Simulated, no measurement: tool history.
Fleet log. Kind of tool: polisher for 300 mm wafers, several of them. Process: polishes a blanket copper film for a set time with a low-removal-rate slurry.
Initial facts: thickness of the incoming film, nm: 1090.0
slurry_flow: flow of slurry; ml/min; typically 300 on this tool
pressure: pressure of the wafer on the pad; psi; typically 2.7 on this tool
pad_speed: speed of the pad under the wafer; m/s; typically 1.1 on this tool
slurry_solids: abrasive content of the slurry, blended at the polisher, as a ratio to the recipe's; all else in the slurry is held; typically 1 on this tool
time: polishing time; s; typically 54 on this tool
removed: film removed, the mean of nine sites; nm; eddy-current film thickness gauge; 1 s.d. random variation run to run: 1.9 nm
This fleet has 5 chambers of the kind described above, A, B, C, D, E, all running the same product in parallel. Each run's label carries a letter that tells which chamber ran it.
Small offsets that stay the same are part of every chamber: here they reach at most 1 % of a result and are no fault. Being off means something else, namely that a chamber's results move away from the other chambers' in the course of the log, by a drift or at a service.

run,day,slurry_flow,pressure,pad_speed,slurry_solids,time,removed
# day 0.1: chamber B: slurry blender recalibrated
# day 0.271: chamber D: head pressure recalibrated
1E,0.562,300,2.7,1.1,1,54,183.69
2D,0.858,300,2.7,1.1,1,54,189.12
# day 0.933: chamber B: worn pad replaced by a new one
3B,1.112,300,2.7,1.1,1,54,190.91
4C,1.538,300,2.7,1.1,1,54,187.79
5A,1.862,300,2.7,1.1,1,54,184.64
# day 1.871: chamber D: worn pad replaced by a new one
# day 1.988: chamber D: slurry blender recalibrated
# day 2.238: chamber A: worn pad replaced by a new one
6C,2.304,300,2.7,1.1,1,54,189.99
# day 2.5: chamber E: worn pad replaced by a new one
7B,2.729,300,2.7,1.1,1,54,193.77
# day 2.992: chamber C: worn pad replaced by a new one
8A,3.021,300,2.7,1.1,1,54,188.01
9D,3.546,300,2.7,1.1,1,54,188.37
10E,3.929,300,2.7,1.1,1,54,193.3
# day 4: chamber B: worn pad replaced by a new one
11D,4.238,300,2.7,1.1,1,54,185.4
# day 4.304: chamber A: slurry blender recalibrated
12A,4.783,300,2.7,1.1,1,54,187.39
# day 4.9: chamber A: worn pad replaced by a new one
13C,5.092,210,2.7,1.1,1,66,226.53
# day 5.262: chamber D: worn pad replaced by a new one
14E,5.383,210,2.7,1.1,1,66,233.72
# day 5.629: chamber E: slurry blender recalibrated
15B,5.892,210,2.7,1.1,1,66,225.27
# day 6.154: chamber D: slurry blender recalibrated
16D,6.375,210,2.7,1.1,1,66,223.06
# day 6.379: chamber E: worn pad replaced by a new one
# day 6.55: chamber C: worn pad replaced by a new one
17B,6.871,210,2.7,1.1,1,66,226.43
# day 7.258: chamber C: slurry nozzle cleaned
# day 7.312: chamber B: worn pad replaced by a new one
18C,7.362,300,2.7,1.1,1,54,194.76
19A,7.875,300,2.7,1.1,1,54,187
# day 7.996: chamber A: worn pad replaced by a new one
# day 8.012: chamber D: worn pad replaced by a new one
20E,8.329,300,2.7,1.1,1,54,198.09
# day 8.517: chamber E: slurry nozzle cleaned
21B,8.75,300,2.7,1.1,1,54,191.28
22E,9.321,300,2.7,1.1,1,54,204.29
23C,9.629,300,2.7,1.1,1,54,190.69
# day 9.771: chamber E: worn pad replaced by a new one
# day 10.042: chamber B: worn pad replaced by a new one
24D,10.108,300,2.7,1.1,1,54,188.83
# day 10.35: chamber C: worn pad replaced by a new one
25A,10.579,300,2.7,1.1,1,54,186.14
# day 10.629: chamber A: worn pad replaced by a new one
# day 10.729: chamber D: worn pad replaced by a new one
26A,11.129,300,2.2,1.1,1,54,151.05
# day 11.25: chamber D: slurry blender recalibrated
27E,11.542,300,2.2,1.1,1,54,169.08
28B,12.058,300,2.2,1.1,1,54,156.29
29D,12.588,300,2.2,1.1,1,54,154.94
# day 12.846: chamber B: slurry blender recalibrated
# day 13.104: chamber B: slurry nozzle cleaned
30C,13.117,300,2.2,1.1,1,54,156.71
# day 13.296: chamber B: worn pad replaced by a new one
# day 13.588: chamber A: worn pad replaced by a new one
31C,13.646,300,2.7,1.1,1,54,190.55
# day 13.671: chamber D: worn pad replaced by a new one
32B,14.062,300,2.7,1.1,1,54,193.09
33A,14.308,360,2.7,1.1,1,37,130.97
34D,14.871,360,2.7,1.1,1,37,130.59

Decide between three cases: one chamber stands off from its peers, the gauge reading all wafers drifts, or nothing is wrong past each chamber's small offset. Where a chamber is off, say which and what most likely put it there.

Chamber E drifts away from the others.
Most likely cause: head's pressure above its setpoint, % = 11.3.

Below are 4 candidate recipes for chamber E's next run, each the usual settings with a change, their results shown as question marks. Which of them brings E's results back in line with what the other chambers give on the usual settings?
To be in line, a result may differ from the other chambers' mean on the usual settings by at most: removed 6.6 nm
35E-1,15.283,300,2.7,1.22,1,54,?
35E-2,15.283,300,2.6,1.1,1,51,?
35E-3,15.283,300,2.7,1.12,1,55,?
35E-4,15.283,300,2.7,1.08,1,53,?

The other chambers' mean on the usual settings: removed 189.55 nm
run,removed
35E-1,233.5
35E-2,191.29
35E-3,218.07
35E-4,202.52
It is 35E-2 that realigns the chamber with its peers.
